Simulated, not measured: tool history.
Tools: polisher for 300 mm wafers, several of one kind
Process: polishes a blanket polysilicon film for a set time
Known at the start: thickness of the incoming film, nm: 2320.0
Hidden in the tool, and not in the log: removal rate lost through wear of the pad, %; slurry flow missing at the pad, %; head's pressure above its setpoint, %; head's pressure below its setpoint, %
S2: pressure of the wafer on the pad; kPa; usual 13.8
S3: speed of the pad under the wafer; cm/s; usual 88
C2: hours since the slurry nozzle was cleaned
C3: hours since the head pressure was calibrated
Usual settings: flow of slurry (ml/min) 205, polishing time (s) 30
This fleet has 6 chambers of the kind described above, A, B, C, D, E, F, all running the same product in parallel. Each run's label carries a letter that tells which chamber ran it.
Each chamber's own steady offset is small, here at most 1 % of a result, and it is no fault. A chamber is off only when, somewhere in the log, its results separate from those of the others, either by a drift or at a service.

-- hour=6.8 chamber A: head pressure recalibrated
run 1C hour=8 | flow_of_slurry_(ml/min)=205 S2=13.8 S3=88 polishing_time_(s)=30 | wafers_polished_on_this_pad=675 C2=217.5 C3=13.3 | film_removed_(nm)=173.96
-- hour=10.3 chamber C: slurry nozzle cleaned
run 2D hour=16.7 | flow_of_slurry_(ml/min)=205 S2=13.8 S3=88 polishing_time_(s)=30 | wafers_polished_on_this_pad=342 C2=342.9 C3=598.3 | film_removed_(nm)=175.34
-- hour=21.8 chamber A: worn pad replaced by a new one
run 3B hour=27 | flow_of_slurry_(ml/min)=205 S2=13.8 S3=88 polishing_time_(s)=30 | wafers_polished_on_this_pad=905 C2=572.9 C3=157.7 | film_removed_(nm)=174.58
run 4F hour=34.3 | flow_of_slurry_(ml/min)=205 S2=13.8 S3=88 polishing_time_(s)=30 | wafers_polished_on_this_pad=402 C2=503.7 C3=748.1 | film_removed_(nm)=176.15
run 5E hour=43.9 | flow_of_slurry_(ml/min)=205 S2=13.8 S3=88 polishing_time_(s)=30 | wafers_polished_on_this_pad=706 C2=354.3 C3=58.8 | film_removed_(nm)=175.87
run 6A hour=53.8 | flow_of_slurry_(ml/min)=205 S2=13.8 S3=88 polishing_time_(s)=30 | wafers_polished_on_this_pad=295 C2=484.7 C3=47 | film_removed_(nm)=173.04
-- hour=58.1 chamber B: worn pad replaced by a new one
run 7F hour=64.6 | flow_of_slurry_(ml/min)=205 S2=13.8 S3=88 polishing_time_(s)=30 | wafers_polished_on_this_pad=681 C2=534 C3=778.4 | film_removed_(nm)=176.03
-- hour=65.3 chamber B: slurry nozzle cleaned
-- hour=66.8 chamber D: worn pad replaced by a new one
-- hour=67.5 chamber E: worn pad replaced by a new one
run 8E hour=69.7 | flow_of_slurry_(ml/min)=205 S2=13.8 S3=88 polishing_time_(s)=30 | wafers_polished_on_this_pad=21 C2=380.1 C3=84.6 | film_removed_(nm)=175.39
run 9B hour=75.6 | flow_of_slurry_(ml/min)=205 S2=13.8 S3=88 polishing_time_(s)=30 | wafers_polished_on_this_pad=161 C2=10.3 C3=206.3 | film_removed_(nm)=175.16
-- hour=80.4 chamber F: worn pad replaced by a new one
run 10A hour=86.7 | flow_of_slurry_(ml/min)=205 S2=13.8 S3=88 polishing_time_(s)=30 | wafers_polished_on_this_pad=599 C2=517.6 C3=79.9 | film_removed_(nm)=177.69
-- hour=88.2 chamber F: head pressure recalibrated
-- hour=88.7 chamber E: slurry nozzle cleaned
run 11D hour=95.3 | flow_of_slurry_(ml/min)=205 S2=13.8 S3=88 polishing_time_(s)=37 | wafers_polished_on_this_pad=263 C2=421.5 C3=676.9 | film_removed_(nm)=217.39
-- hour=95.8 chamber A: worn pad replaced by a new one
run 12C hour=103.4 | flow_of_slurry_(ml/min)=205 S2=13.8 S3=88 polishing_time_(s)=37 | wafers_polished_on_this_pad=1556 C2=93.1 C3=108.7 | film_removed_(nm)=210.21
run 13F hour=111.8 | flow_of_slurry_(ml/min)=205 S2=13.8 S3=88 polishing_time_(s)=37 | wafers_polished_on_this_pad=290 C2=581.2 C3=23.7 | film_removed_(nm)=215.71
-- hour=114.8 chamber D: slurry nozzle cleaned
run 14A hour=117.6 | flow_of_slurry_(ml/min)=205 S2=13.8 S3=88 polishing_time_(s)=37 | wafers_polished_on_this_pad=201 C2=548.5 C3=110.8 | film_removed_(nm)=216.47
run 15B hour=124.4 | flow_of_slurry_(ml/min)=205 S2=13.8 S3=88 polishing_time_(s)=37 | wafers_polished_on_this_pad=611 C2=59.1 C3=255.1 | film_removed_(nm)=213.4
run 16E hour=135.4 | flow_of_slurry_(ml/min)=205 S2=13.8 S3=88 polishing_time_(s)=37 | wafers_polished_on_this_pad=627 C2=46.8 C3=150.3 | film_removed_(nm)=217.07
-- hour=136.6 chamber D: head pressure recalibrated
-- hour=139.9 chamber D: worn pad replaced by a new one
run 17C hour=140.8 | flow_of_slurry_(ml/min)=205 S2=13.8 S3=88 polishing_time_(s)=30 | wafers_polished_on_this_pad=1901 C2=130.5 C3=146.1 | film_removed_(nm)=169.69
run 18D hour=147.1 | flow_of_slurry_(ml/min)=205 S2=13.8 S3=88 polishing_time_(s)=30 | wafers_polished_on_this_pad=66 C2=32.4 C3=10.5 | film_removed_(nm)=177.09
run 19D hour=154.5 | flow_of_slurry_(ml/min)=205 S2=13.8 S3=88 polishing_time_(s)=30 | wafers_polished_on_this_pad=135 C2=39.8 C3=17.9 | film_removed_(nm)=172.63
run 20A hour=162.2 | flow_of_slurry_(ml/min)=205 S2=13.8 S3=88 polishing_time_(s)=30 | wafers_polished_on_this_pad=613 C2=593.1 C3=155.4 | film_removed_(nm)=175.76
-- hour=167.1 chamber F: worn pad replaced by a new one
-- hour=169.6 chamber E: worn pad replaced by a new one
-- hour=170.2 chamber A: worn pad replaced by a new one
run 21B hour=173.3 | flow_of_slurry_(ml/min)=205 S2=13.8 S3=88 polishing_time_(s)=30 | wafers_polished_on_this_pad=1063 C2=108 C3=304 | film_removed_(nm)=173.18
run 22E hour=183.1 | flow_of_slurry_(ml/min)=205 S2=13.8 S3=88 polishing_time_(s)=30 | wafers_polished_on_this_pad=124 C2=94.5 C3=198 | film_removed_(nm)=176.91
run 23F hour=192.5 | flow_of_slurry_(ml/min)=205 S2=13.8 S3=88 polishing_time_(s)=30 | wafers_polished_on_this_pad=234 C2=661.9 C3=104.4 | film_removed_(nm)=174.91
run 24C hour=199.9 | flow_of_slurry_(ml/min)=205 S2=13.8 S3=88 polishing_time_(s)=30 | wafers_polished_on_this_pad=2446 C2=189.6 C3=205.2 | film_removed_(nm)=169.45
run 25C hour=208.1 | flow_of_slurry_(ml/min)=205 S2=13.8 S3=88 polishing_time_(s)=30 | wafers_polished_on_this_pad=2522 C2=197.8 C3=213.4 | film_removed_(nm)=167.58
-- hour=212.9 chamber F: slurry nozzle cleaned
run 26F hour=213.7 | flow_of_slurry_(ml/min)=155 S2=13.8 S3=88 polishing_time_(s)=36 | wafers_polished_on_this_pad=430 C2=0.9 C3=125.6 | film_removed_(nm)=204.19
-- hour=218.5 chamber B: worn pad replaced by a new one
run 27E hour=221.7 | flow_of_slurry_(ml/min)=155 S2=13.8 S3=88 polishing_time_(s)=36 | wafers_polished_on_this_pad=480 C2=133.1 C3=236.6 | film_removed_(nm)=201.64
-- hour=226.3 chamber D: worn pad replaced by a new one
-- hour=226.7 chamber C: slurry nozzle cleaned
run 28B hour=232.8 | flow_of_slurry_(ml/min)=155 S2=13.8 S3=88 polishing_time_(s)=36 | wafers_polished_on_this_pad=132 C2=167.5 C3=363.5 | film_removed_(nm)=202.13
run 29D hour=240.2 | flow_of_slurry_(ml/min)=155 S2=13.8 S3=88 polishing_time_(s)=36 | wafers_polished_on_this_pad=128 C2=125.5 C3=103.6 | film_removed_(nm)=201.89
-- hour=244.5 chamber A: worn pad replaced by a new one
-- hour=249.1 chamber F: worn pad replaced by a new one
run 30A hour=250.3 | flow_of_slurry_(ml/min)=155 S2=13.8 S3=88 polishing_time_(s)=36 | wafers_polished_on_this_pad=53 C2=681.2 C3=243.5 | film_removed_(nm)=202.04
-- hour=259.8 chamber E: worn pad replaced by a new one
run 31F hour=259.9 | flow_of_slurry_(ml/min)=155 S2=13.8 S3=88 polishing_time_(s)=36 | wafers_polished_on_this_pad=100 C2=47.1 C3=171.8 | film_removed_(nm)=202.28
-- hour=266.5 chamber B: head pressure recalibrated
run 32D hour=271.1 | flow_of_slurry_(ml/min)=205 S2=13.8 S3=88 polishing_time_(s)=30 | wafers_polished_on_this_pad=414 C2=156.4 C3=134.5 | film_removed_(nm)=174.8
run 33E hour=276.7 | flow_of_slurry_(ml/min)=205 S2=13.8 S3=88 polishing_time_(s)=30 | wafers_polished_on_this_pad=156 C2=188.1 C3=291.6 | film_removed_(nm)=175.89
run 34A hour=287.3 | flow_of_slurry_(ml/min)=205 S2=13.8 S3=88 polishing_time_(s)=30 | wafers_polished_on_this_pad=395 C2=718.2 C3=280.5 | film_removed_(nm)=175.87
run 35C hour=295.9 | flow_of_slurry_(ml/min)=205 S2=13.8 S3=88 polishing_time_(s)=30 | wafers_polished_on_this_pad=3332 C2=69.2 C3=301.2 | film_removed_(nm)=165.54
run 36B hour=305.5 | flow_of_slurry_(ml/min)=205 S2=13.8 S3=88 polishing_time_(s)=30 | wafers_polished_on_this_pad=803 C2=240.2 C3=39 | film_removed_(nm)=177.1
-- hour=311.5 chamber D: worn pad replaced by a new one
run 37D hour=315.1 | flow_of_slurry_(ml/min)=265 S2=9 S3=88 polishing_time_(s)=30 | wafers_polished_on_this_pad=34 C2=200.4 C3=178.5 | film_removed_(nm)=118.59
run 38F hour=326.5 | flow_of_slurry_(ml/min)=265 S2=9 S3=88 polishing_time_(s)=30 | wafers_polished_on_this_pad=714 C2=113.7 C3=238.4 | film_removed_(nm)=115.46
run 39C hour=336.3 | flow_of_slurry_(ml/min)=265 S2=9 S3=88 polishing_time_(s)=30 | wafers_polished_on_this_pad=3705 C2=109.6 C3=341.6 | film_removed_(nm)=110.12
run 40B hour=346.6 | flow_of_slurry_(ml/min)=265 S2=9 S3=88 polishing_time_(s)=30 | wafers_polished_on_this_pad=1182 C2=281.3 C3=80.1 | film_removed_(nm)=116.43

What goes on in this fleet: one chamber off, a drifting gauge, or nothing beyond the chambers' own small offsets? Name the chamber and the cause, if any.

Chamber C drifts away from the others.
What lies behind it: removal rate lost through wear of the pad, % = 6.35.
The log might look much the same if the cause were instead: head's pressure below its setpoint, %.

Here are 4 candidates for chamber C's next run, each the usual settings with a change, their results left as question marks. Which one brings its results back in line with what the others give on the usual settings?
A result is in line if it is within this distance of the other chambers' mean on the usual settings: film removed (nm) 4.6
run 41C-1 hour=354.8 | flow_of_slurry_(ml/min)=205 S2=13.8 S3=88 polishing_time_(s)=28 | film_removed_(nm)=?
run 41C-2 hour=354.8 | flow_of_slurry_(ml/min)=205 S2=13.8 S3=94 polishing_time_(s)=30 | film_removed_(nm)=?
run 41C-3 hour=354.8 | flow_of_slurry_(ml/min)=200 S2=13.8 S3=76 polishing_time_(s)=30 | film_removed_(nm)=?
run 41C-4 hour=354.8 | flow_of_slurry_(ml/min)=205 S2=13.8 S3=96 polishing_time_(s)=32 | film_removed_(nm)=?

Mean of the other chambers on the usual settings: film removed (nm) 175.18
run=41C-1 film_removed_(nm)=151.8
run=41C-2 film_removed_(nm)=173.87
run=41C-3 film_removed_(nm)=139.72
run=41C-4 film_removed_(nm)=189.45
The right change is 41C-2: it brings the chamber back within the allowed miss of the others.

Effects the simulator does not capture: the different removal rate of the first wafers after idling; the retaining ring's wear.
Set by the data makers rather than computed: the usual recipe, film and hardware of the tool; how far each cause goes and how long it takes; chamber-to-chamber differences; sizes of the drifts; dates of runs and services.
